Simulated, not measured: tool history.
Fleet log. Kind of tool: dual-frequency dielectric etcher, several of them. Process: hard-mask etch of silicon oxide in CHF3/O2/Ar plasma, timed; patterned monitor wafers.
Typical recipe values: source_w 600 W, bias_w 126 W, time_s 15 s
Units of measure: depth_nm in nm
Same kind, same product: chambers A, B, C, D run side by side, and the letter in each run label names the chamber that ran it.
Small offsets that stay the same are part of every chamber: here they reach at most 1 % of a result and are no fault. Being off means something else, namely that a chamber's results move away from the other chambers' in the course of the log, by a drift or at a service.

| run | day | source_w | bias_w | time_s | read-back reference wafer on the same gauge, depth_nm | depth_nm |
|---|---|---|---|---|---|---|
| 1D | 0.125 | 600 | 126 | 15 | 24.5 | 26.496 |
| 2A | 0.208 | 600 | 126 | 15 | 24.49 | 26.304 |
| 3C | 0.35 | 600 | 126 | 15 | 24.492 | 26.371 |
| 4B | 0.5 | 600 | 126 | 15 | 24.49 | 26.592 |
| 5D | 0.683 | 600 | 126 | 15 | 24.486 | 26.513 |
| 6C | 0.767 | 600 | 126 | 15 | 24.489 | 26.442 |
| 7B | 0.946 | 600 | 126 | 15 | 24.481 | 26.579 |
| 8A | 1.075 | 600 | 126 | 15 | 24.471 | 26.363 |
| 9A | 1.158 | 600 | 126 | 15 | 24.477 | 26.305 |
|  | 1.292 | chamber C: source power generator calibrated |
| 10D | 1.304 | 600 | 126 | 15 | 24.468 | 26.515 |
| 11C | 1.454 | 600 | 126 | 15 | 24.471 | 26.396 |
| 12B | 1.592 | 600 | 126 | 15 | 24.47 | 26.512 |
| 13D | 1.725 | 600 | 126 | 15 | 24.456 | 26.466 |
|  | 1.738 | chamber D: wet clean of the chamber |
| 14A | 1.842 | 460 | 126 | 12 | 24.465 | 18.985 |
| 15B | 2.021 | 460 | 126 | 12 | 24.453 | 19.16 |
| 16C | 2.104 | 460 | 126 | 12 | 24.46 | 19.039 |
| 17D | 2.267 | 460 | 126 | 12 | 24.455 | 19.174 |
| 18B | 2.392 | 600 | 126 | 15 | 24.454 | 26.557 |
| 19A | 2.55 | 600 | 150 | 15 | 24.455 | 27.729 |
| 20C | 2.688 | 600 | 150 | 15 | 24.443 | 27.896 |
| 21B | 2.8 | 600 | 150 | 15 | 24.435 | 28.103 |
| 22D | 2.95 | 600 | 150 | 15 | 24.435 | 28.001 |
| 23A | 3.117 | 600 | 126 | 15 | 24.428 | 26.274 |
| 24C | 3.225 | 600 | 126 | 15 | 24.435 | 26.374 |
| 25A | 3.371 | 600 | 126 | 15 | 24.426 | 26.227 |
| 26D | 3.533 | 600 | 126 | 15 | 24.42 | 26.456 |
| 27C | 3.617 | 600 | 126 | 15 | 24.43 | 26.403 |
| 28B | 3.725 | 600 | 126 | 15 | 24.421 | 26.558 |
| 29D | 3.879 | 600 | 126 | 15 | 24.418 | 26.458 |
| 30C | 3.983 | 600 | 126 | 15 | 24.409 | 26.38 |
| 31A | 4.121 | 600 | 126 | 15 | 24.412 | 26.305 |
| 32B | 4.279 | 600 | 126 | 15 | 24.408 | 26.457 |
| 33A | 4.383 | 600 | 126 | 15 | 24.416 | 26.213 |
| 34D | 4.567 | 660 | 149 | 15 | 24.4 | 28.914 |
| 35C | 4.742 | 660 | 149 | 15 | 24.393 | 28.796 |
| 36B | 4.883 | 660 | 149 | 15 | 24.393 | 28.938 |
| 37C | 5.058 | 660 | 149 | 15 | 24.393 | 28.773 |
| 38B | 5.233 | 600 | 126 | 15 | 24.384 | 26.505 |
| 39D | 5.396 | 600 | 126 | 15 | 24.382 | 26.432 |
| 40A | 5.533 | 600 | 126 | 15 | 24.388 | 26.202 |
| 41C | 5.704 | 600 | 126 | 15 | 24.372 | 26.302 |
| 42B | 5.833 | 600 | 126 | 15 | 24.377 | 26.484 |
| 43A | 5.979 | 600 | 126 | 15 | 24.37 | 26.199 |
| 44D | 6.129 | 600 | 126 | 15 | 24.368 | 26.432 |

Read the log: is a single chamber off, either drifting away or since a service, is the gauge that measures every chamber drifting, or is nothing wrong beyond small per-chamber offsets? Name any odd chamber and what most likely caused it.

Gauge drift. The chambers move together only on paper, and none stands off.
Cause: gauge reads low (%) = 0.549.

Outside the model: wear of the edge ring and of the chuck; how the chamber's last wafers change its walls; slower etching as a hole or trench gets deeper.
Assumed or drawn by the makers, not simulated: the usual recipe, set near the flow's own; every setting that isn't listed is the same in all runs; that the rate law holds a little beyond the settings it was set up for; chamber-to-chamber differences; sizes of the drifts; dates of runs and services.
